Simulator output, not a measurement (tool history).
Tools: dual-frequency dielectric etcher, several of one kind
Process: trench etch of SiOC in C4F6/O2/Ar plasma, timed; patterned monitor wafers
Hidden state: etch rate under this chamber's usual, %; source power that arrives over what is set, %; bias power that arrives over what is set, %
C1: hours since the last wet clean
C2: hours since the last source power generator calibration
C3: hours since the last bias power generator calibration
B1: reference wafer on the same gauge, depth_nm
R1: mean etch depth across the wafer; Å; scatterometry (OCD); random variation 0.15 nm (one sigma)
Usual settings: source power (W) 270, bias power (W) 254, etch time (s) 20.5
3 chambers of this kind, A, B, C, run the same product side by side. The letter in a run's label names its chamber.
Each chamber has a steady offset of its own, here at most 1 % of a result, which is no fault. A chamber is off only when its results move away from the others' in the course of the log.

Run 1B, hour 5.2: usual settings; C1 346.7; C2 2448.1; C3 2120.2; B1 41.178. Result: R1 410.71 Å.
Run 2A, hour 10.4: usual settings; C1 130.6; C2 1392.3; C3 1191.6; B1 41.198. Result: R1 413.35 Å.
Run 3C, hour 15.5: usual settings; C1 93.5; C2 1564.9; C3 1091.8; B1 41.189. Result: R1 405.79 Å.
Run 4B, hour 22.2: usual settings; C1 363.7; C2 2465.1; C3 2137.2; B1 41.191. Result: R1 409.44 Å.
Run 5A, hour 26.8: usual settings but bias power (W) 308; C1 147; C2 1408.7; C3 1208; B1 41.219. Result: R1 441.75 Å.
Run 6C, hour 31.6: usual settings but bias power (W) 308; C1 109.6; C2 1581; C3 1107.9; B1 41.189. Result: R1 438.95 Å.
Run 7C, hour 38.5: usual settings but bias power (W) 308; C1 116.5; C2 1587.9; C3 1114.8; B1 41.202. Result: R1 436.38 Å.
Run 8A, hour 46.9: usual settings; C1 167.1; C2 1428.8; C3 1228.1; B1 41.241. Result: R1 414.3 Å.
Run 9B, hour 53.6: usual settings; C1 395.1; C2 2496.5; C3 2168.6; B1 41.177. Result: R1 413.25 Å.
Run 10B, hour 59.4: usual settings; C1 400.9; C2 2502.3; C3 2174.4; B1 41.166. Result: R1 411.72 Å.
Run 11C, hour 67.6: usual settings; C1 145.6; C2 1617; C3 1143.9; B1 41.179. Result: R1 406.28 Å.
Run 12A, hour 72.8: usual settings; C1 193; C2 1454.7; C3 1254; B1 41.17. Result: R1 414.12 Å.
Run 13B, hour 81.1: usual settings; C1 422.6; C2 2524; C3 2196.1; B1 41.208. Result: R1 411.63 Å.
Run 14C, hour 88.3: usual settings; C1 166.3; C2 1637.7; C3 1164.6; B1 41.215. Result: R1 405.39 Å.
Run 15A, hour 94.3: usual settings; C1 214.5; C2 1476.2; C3 1275.5; B1 41.218. Result: R1 413.63 Å.
Run 16C, hour 99.5: usual settings; C1 177.5; C2 1648.9; C3 1175.8; B1 41.216. Result: R1 408.61 Å.
Run 17B, hour 106.8: usual settings; C1 448.3; C2 2549.7; C3 2221.8; B1 41.204. Result: R1 410.59 Å.
Run 18A, hour 114: usual settings; C1 234.2; C2 1495.9; C3 1295.2; B1 41.183. Result: R1 414.57 Å.
Run 19B, hour 119.7: usual settings; C1 461.2; C2 2562.6; C3 2234.7; B1 41.198. Result: R1 410.52 Å.
Run 20A, hour 124.8: usual settings; C1 245; C2 1506.7; C3 1306; B1 41.207. Result: R1 415.32 Å.
Run 21C, hour 129.4: usual settings; C1 207.4; C2 1678.8; C3 1205.7; B1 41.218. Result: R1 408.64 Å.
Run 22A, hour 135.7: usual settings; C1 255.9; C2 1517.6; C3 1316.9; B1 41.195. Result: R1 414.68 Å.
Run 23C, hour 140.8: usual settings; C1 218.8; C2 1690.2; C3 1217.1; B1 41.178. Result: R1 407.28 Å.
Run 24B, hour 149.6: usual settings; C1 491.1; C2 2592.5; C3 2264.6; B1 41.176. Result: R1 413.07 Å.
Run 25A, hour 154.3: usual settings; C1 274.5; C2 1536.2; C3 1335.5; B1 41.185. Result: R1 412.94 Å.
Run 26B, hour 158.9: usual settings; C1 500.4; C2 2601.8; C3 2273.9; B1 41.212. Result: R1 412.36 Å.
Run 27C, hour 166: usual settings; C1 244; C2 1715.4; C3 1242.3; B1 41.204. Result: R1 406.07 Å.
Run 28A, hour 174.3: usual settings; C1 294.5; C2 1556.2; C3 1355.5; B1 41.221. Result: R1 413.45 Å.
Run 29C, hour 178.4: usual settings; C1 256.4; C2 1727.8; C3 1254.7; B1 41.238. Result: R1 406.56 Å.
Run 30B, hour 182.2: usual settings; C1 523.7; C2 2625.1; C3 2297.2; B1 41.2. Result: R1 410.18 Å.
Run 31C, hour 186.7: usual settings; C1 264.7; C2 1736.1; C3 1263; B1 41.192. Result: R1 405.78 Å.
Run 32B, hour 194.5: usual settings but source power (W) 230, etch time (s) 15; C1 536; C2 2637.4; C3 2309.5; B1 41.218. Result: R1 282.21 Å.
Run 33A, hour 199: usual settings but source power (W) 230, etch time (s) 15; C1 319.2; C2 1580.9; C3 1380.2; B1 41.18. Result: R1 285.52 Å.
At hour 203.2: chamber B: wet clean of the chamber.
Run 34B, hour 204.7: usual settings but source power (W) 230, etch time (s) 15; C1 1.6; C2 2647.6; C3 2319.7; B1 41.195. Result: R1 283.35 Å.
Run 35A, hour 209: usual settings; C1 329.2; C2 1590.9; C3 1390.2; B1 41.199. Result: R1 414.14 Å.
Run 36C, hour 215.8: usual settings; C1 293.8; C2 1765.2; C3 1292.1; B1 41.229. Result: R1 407.18 Å.
Run 37C, hour 220.1: usual settings but bias power (W) 282; C1 298.1; C2 1769.5; C3 1296.4; B1 41.204. Result: R1 422.25 Å.
Run 38B, hour 225.3: usual settings but bias power (W) 282; C1 22.2; C2 2668.2; C3 2340.3; B1 41.181. Result: R1 426.93 Å.
Run 39A, hour 233.7: usual settings but bias power (W) 282; C1 353.9; C2 1615.6; C3 1414.9; B1 41.177. Result: R1 427.19 Å.
Run 40B, hour 239.2: usual settings; C1 36.1; C2 2682.1; C3 2354.2; B1 41.193. Result: R1 413.01 Å.
Run 41A, hour 246.4: usual settings; C1 366.6; C2 1628.3; C3 1427.6; B1 41.239. Result: R1 411.25 Å.
Run 42C, hour 254.4: usual settings; C1 332.4; C2 1803.8; C3 1330.7; B1 41.205. Result: R1 407.46 Å.

Next, every chamber runs the same settings. What will each give?
Run 43A, hour 260.7: usual settings but source power (W) 290. Result: R1 ?.
Run 43B, hour 260.7: usual settings but source power (W) 290. Result: R1 ?.
Run 43C, hour 260.7: usual settings but source power (W) 290. Result: R1 ?.

run      R1
43A  423.06
43B  423.97
43C  419.73
